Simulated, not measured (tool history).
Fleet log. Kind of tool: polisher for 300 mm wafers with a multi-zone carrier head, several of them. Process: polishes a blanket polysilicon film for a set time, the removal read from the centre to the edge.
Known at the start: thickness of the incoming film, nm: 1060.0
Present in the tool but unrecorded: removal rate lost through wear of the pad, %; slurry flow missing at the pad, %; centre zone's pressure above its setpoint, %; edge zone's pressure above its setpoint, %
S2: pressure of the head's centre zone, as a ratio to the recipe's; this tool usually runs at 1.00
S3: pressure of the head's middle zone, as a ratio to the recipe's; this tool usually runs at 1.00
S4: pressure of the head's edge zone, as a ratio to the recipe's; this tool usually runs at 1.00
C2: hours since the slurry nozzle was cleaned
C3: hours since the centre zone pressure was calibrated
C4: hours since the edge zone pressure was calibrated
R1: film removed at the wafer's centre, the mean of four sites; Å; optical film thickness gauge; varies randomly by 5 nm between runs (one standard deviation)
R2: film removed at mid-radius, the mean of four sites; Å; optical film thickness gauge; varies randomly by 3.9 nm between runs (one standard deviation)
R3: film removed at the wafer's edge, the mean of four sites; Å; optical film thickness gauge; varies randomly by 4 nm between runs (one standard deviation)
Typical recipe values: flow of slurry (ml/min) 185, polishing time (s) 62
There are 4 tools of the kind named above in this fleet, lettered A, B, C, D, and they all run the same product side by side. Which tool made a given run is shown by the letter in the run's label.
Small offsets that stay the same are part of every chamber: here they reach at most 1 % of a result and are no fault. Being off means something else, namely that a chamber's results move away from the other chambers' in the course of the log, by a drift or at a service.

At hour 0.2: chamber A: edge zone pressure recalibrated.
Run 1A, hour 16.6: usual settings; wafers polished on this pad 396; C2 409.6; C3 460.8; C4 16.4. Result: R1 3414.4 Å, R2 3416.0 Å, R3 3479.6 Å.
At hour 24.1: chamber B: worn pad replaced by a new one.
Run 2D, hour 29.4: usual settings; wafers polished on this pad 793; C2 131.5; C3 265.8; C4 36.2. Result: R1 3528.2 Å, R2 3541.6 Å, R3 3567.1 Å.
At hour 34.7: chamber C: edge zone pressure recalibrated.
Run 3C, hour 42.1: usual settings; wafers polished on this pad 811; C2 157.7; C3 908.4; C4 7.5. Result: R1 3503.2 Å, R2 3476.2 Å, R3 3442.5 Å.
Run 4B, hour 52.3: usual settings; wafers polished on this pad 350; C2 223.4; C3 180.2; C4 147.7. Result: R1 3486.2 Å, R2 3464.4 Å, R3 3531.6 Å.
At hour 58.9: chamber D: worn pad replaced by a new one.
Run 5C, hour 60.4: usual settings; wafers polished on this pad 1038; C2 176.0; C3 926.7; C4 25.8. Result: R1 3369.6 Å, R2 3501.4 Å, R3 3426.6 Å.
At hour 69.1: chamber C: worn pad replaced by a new one.
Run 6B, hour 76.8: usual settings; wafers polished on this pad 654; C2 247.9; C3 204.7; C4 172.2. Result: R1 3457.7 Å, R2 3489.1 Å, R3 3485.6 Å.
At hour 84.0: chamber B: slurry nozzle cleaned.
Run 7A, hour 85.2: usual settings; wafers polished on this pad 1248; C2 478.2; C3 529.4; C4 85.0. Result: R1 3436.8 Å, R2 3514.8 Å, R3 3410.3 Å.
Run 8D, hour 93.5: usual settings; wafers polished on this pad 430; C2 195.6; C3 329.9; C4 100.3. Result: R1 3593.7 Å, R2 3515.0 Å, R3 3519.6 Å.
Run 9B, hour 102.3: usual settings; wafers polished on this pad 971; C2 18.3; C3 230.2; C4 197.7. Result: R1 3433.3 Å, R2 3419.3 Å, R3 3471.2 Å.
Run 10A, hour 111.3: usual settings; wafers polished on this pad 1572; C2 504.3; C3 555.5; C4 111.1. Result: R1 3352.7 Å, R2 3489.7 Å, R3 3478.1 Å.
Run 11D, hour 127.4: usual settings but polishing time (s) 69; wafers polished on this pad 851; C2 229.5; C3 363.8; C4 134.2. Result: R1 3832.2 Å, R2 3886.6 Å, R3 3922.4 Å.
At hour 127.9: chamber B: worn pad replaced by a new one.
At hour 134.2: chamber D: centre zone pressure recalibrated.
At hour 134.6: chamber D: worn pad replaced by a new one.
Run 12C, hour 135.8: usual settings but polishing time (s) 69; wafers polished on this pad 828; C2 251.4; C3 1002.1; C4 101.2. Result: R1 3885.0 Å, R2 3913.8 Å, R3 3936.4 Å.
Run 13D, hour 146.2: usual settings but polishing time (s) 69; wafers polished on this pad 144; C2 248.3; C3 12.1; C4 153.0. Result: R1 3860.5 Å, R2 3874.0 Å, R3 3923.6 Å.
Run 14A, hour 158.6: usual settings but polishing time (s) 69; wafers polished on this pad 2159; C2 551.6; C3 602.8; C4 158.4. Result: R1 3635.4 Å, R2 3815.2 Å, R3 3815.3 Å.
At hour 170.2: chamber C: worn pad replaced by a new one.
At hour 174.2: chamber B: centre zone pressure recalibrated.
Run 15B, hour 174.5: usual settings; wafers polished on this pad 578; C2 90.5; C3 0.3; C4 269.9. Result: R1 3503.2 Å, R2 3507.0 Å, R3 3455.8 Å.
Run 16C, hour 187.5: usual settings; wafers polished on this pad 215; C2 303.1; C3 1053.8; C4 152.9. Result: R1 3409.2 Å, R2 3525.3 Å, R3 3475.8 Å.
Run 17C, hour 195.1: usual settings; wafers polished on this pad 309; C2 310.7; C3 1061.4; C4 160.5. Result: R1 3458.6 Å, R2 3519.7 Å, R3 3436.7 Å.
At hour 202.6: chamber A: slurry nozzle cleaned.
Run 18B, hour 206.6: usual settings; wafers polished on this pad 976; C2 122.6; C3 32.4; C4 302.0. Result: R1 3469.4 Å, R2 3405.7 Å, R3 3516.7 Å.
At hour 210.3: chamber D: worn pad replaced by a new one.
Run 19D, hour 213.8: usual settings; wafers polished on this pad 43; C2 315.9; C3 79.7; C4 220.6. Result: R1 3506.8 Å, R2 3569.4 Å, R3 3566.1 Å.
At hour 213.9: chamber C: slurry nozzle cleaned.
Run 20A, hour 230.1: usual settings but flow of slurry (ml/min) 210, S4 1.09; wafers polished on this pad 3047; C2 27.6; C3 674.3; C4 229.9. Result: R1 3289.8 Å, R2 3349.8 Å, R3 3550.9 Å.
At hour 239.6: chamber C: centre zone pressure recalibrated.
Run 21A, hour 245.1: usual settings but flow of slurry (ml/min) 210, S4 1.09; wafers polished on this pad 3233; C2 42.6; C3 689.3; C4 244.9. Result: R1 3270.4 Å, R2 3389.0 Å, R3 3485.8 Å.
At hour 249.6: chamber B: worn pad replaced by a new one.
Run 22B, hour 257.3: usual settings but flow of slurry (ml/min) 210, S4 1.09; wafers polished on this pad 95; C2 173.3; C3 83.1; C4 352.7. Result: R1 3481.5 Å, R2 3556.4 Å, R3 3610.7 Å.
At hour 265.0: chamber C: worn pad replaced by a new one.
Run 23C, hour 273.1: usual settings but flow of slurry (ml/min) 210, S4 1.09; wafers polished on this pad 101; C2 59.3; C3 33.5; C4 238.5. Result: R1 3600.2 Å, R2 3543.8 Å, R3 3718.0 Å.
Run 24D, hour 283.0: usual settings; wafers polished on this pad 902; C2 385.1; C3 148.9; C4 289.8. Result: R1 3421.2 Å, R2 3531.0 Å, R3 3545.2 Å.
At hour 284.9: chamber D: worn pad replaced by a new one.
Run 25B, hour 296.5: usual settings but S3 1.07; wafers polished on this pad 582; C2 212.5; C3 122.3; C4 391.9. Result: R1 3386.5 Å, R2 3622.9 Å, R3 3456.9 Å.
At hour 297.1: chamber D: slurry nozzle cleaned.
Run 26A, hour 310.4: usual settings but S3 1.07; wafers polished on this pad 4043; C2 107.9; C3 754.6; C4 310.2. Result: R1 3152.5 Å, R2 3526.6 Å, R3 3349.8 Å.
At hour 318.4: chamber B: slurry nozzle cleaned.
Run 27C, hour 326.9: usual settings but S3 1.07; wafers polished on this pad 768; C2 113.1; C3 87.3; C4 292.3. Result: R1 3437.4 Å, R2 3644.3 Å, R3 3529.0 Å.
At hour 330.9: chamber D: edge zone pressure recalibrated.
Run 28D, hour 334.7: usual settings but S3 1.07; wafers polished on this pad 619; C2 37.6; C3 200.6; C4 3.8. Result: R1 3541.8 Å, R2 3735.9 Å, R3 3494.8 Å.
Run 29C, hour 344.9: usual settings; wafers polished on this pad 992; C2 131.1; C3 105.3; C4 310.3. Result: R1 3584.0 Å, R2 3392.2 Å, R3 3437.3 Å.
At hour 354.9: chamber B: worn pad replaced by a new one.
Run 30B, hour 356.7: usual settings; wafers polished on this pad 22; C2 38.3; C3 182.5; C4 452.1. Result: R1 3529.8 Å, R2 3420.8 Å, R3 3525.8 Å.
At hour 357.0: chamber D: worn pad replaced by a new one.
At hour 364.5: chamber C: worn pad replaced by a new one.
Run 31A, hour 365.9: usual settings; wafers polished on this pad 4732; C2 163.4; C3 810.1; C4 365.7. Result: R1 3133.4 Å, R2 3178.4 Å, R3 3222.0 Å.
Run 32D, hour 378.8: usual settings; wafers polished on this pad 271; C2 81.7; C3 244.7; C4 47.9. Result: R1 3438.8 Å, R2 3508.6 Å, R3 3512.5 Å.
Run 33C, hour 388.9: usual settings; wafers polished on this pad 303; C2 175.1; C3 149.3; C4 354.3. Result: R1 3418.5 Å, R2 3488.4 Å, R3 3532.7 Å.
Run 34D, hour 396.8: usual settings; wafers polished on this pad 495; C2 99.7; C3 262.7; C4 65.9. Result: R1 3597.7 Å, R2 3518.9 Å, R3 3488.4 Å.
Run 35B, hour 411.3: usual settings but S2 1.11, S4 1.07; wafers polished on this pad 700; C2 92.9; C3 237.1; C4 506.7. Result: R1 3733.8 Å, R2 3460.9 Å, R3 3597.9 Å.

Next, all 4 chambers run the settings below, one line each with question marks for the results. What does each chamber give?
Run 36A, hour 423.2: usual settings but S2 1.04. Result: R1 ?, R2 ?, R3 ?.
Run 36B, hour 423.2: usual settings but S2 1.04. Result: R1 ?, R2 ?, R3 ?.
Run 36C, hour 423.2: usual settings but S2 1.04. Result: R1 ?, R2 ?, R3 ?.
Run 36D, hour 423.2: usual settings but S2 1.04. Result: R1 ?, R2 ?, R3 ?.

run      R1      R2      R3
36A  3173.3  3236.1  3150.7
36B  3633.7  3495.8  3480.2
36C  3664.5  3527.7  3497.2
36D  3737.4  3526.1  3518.7
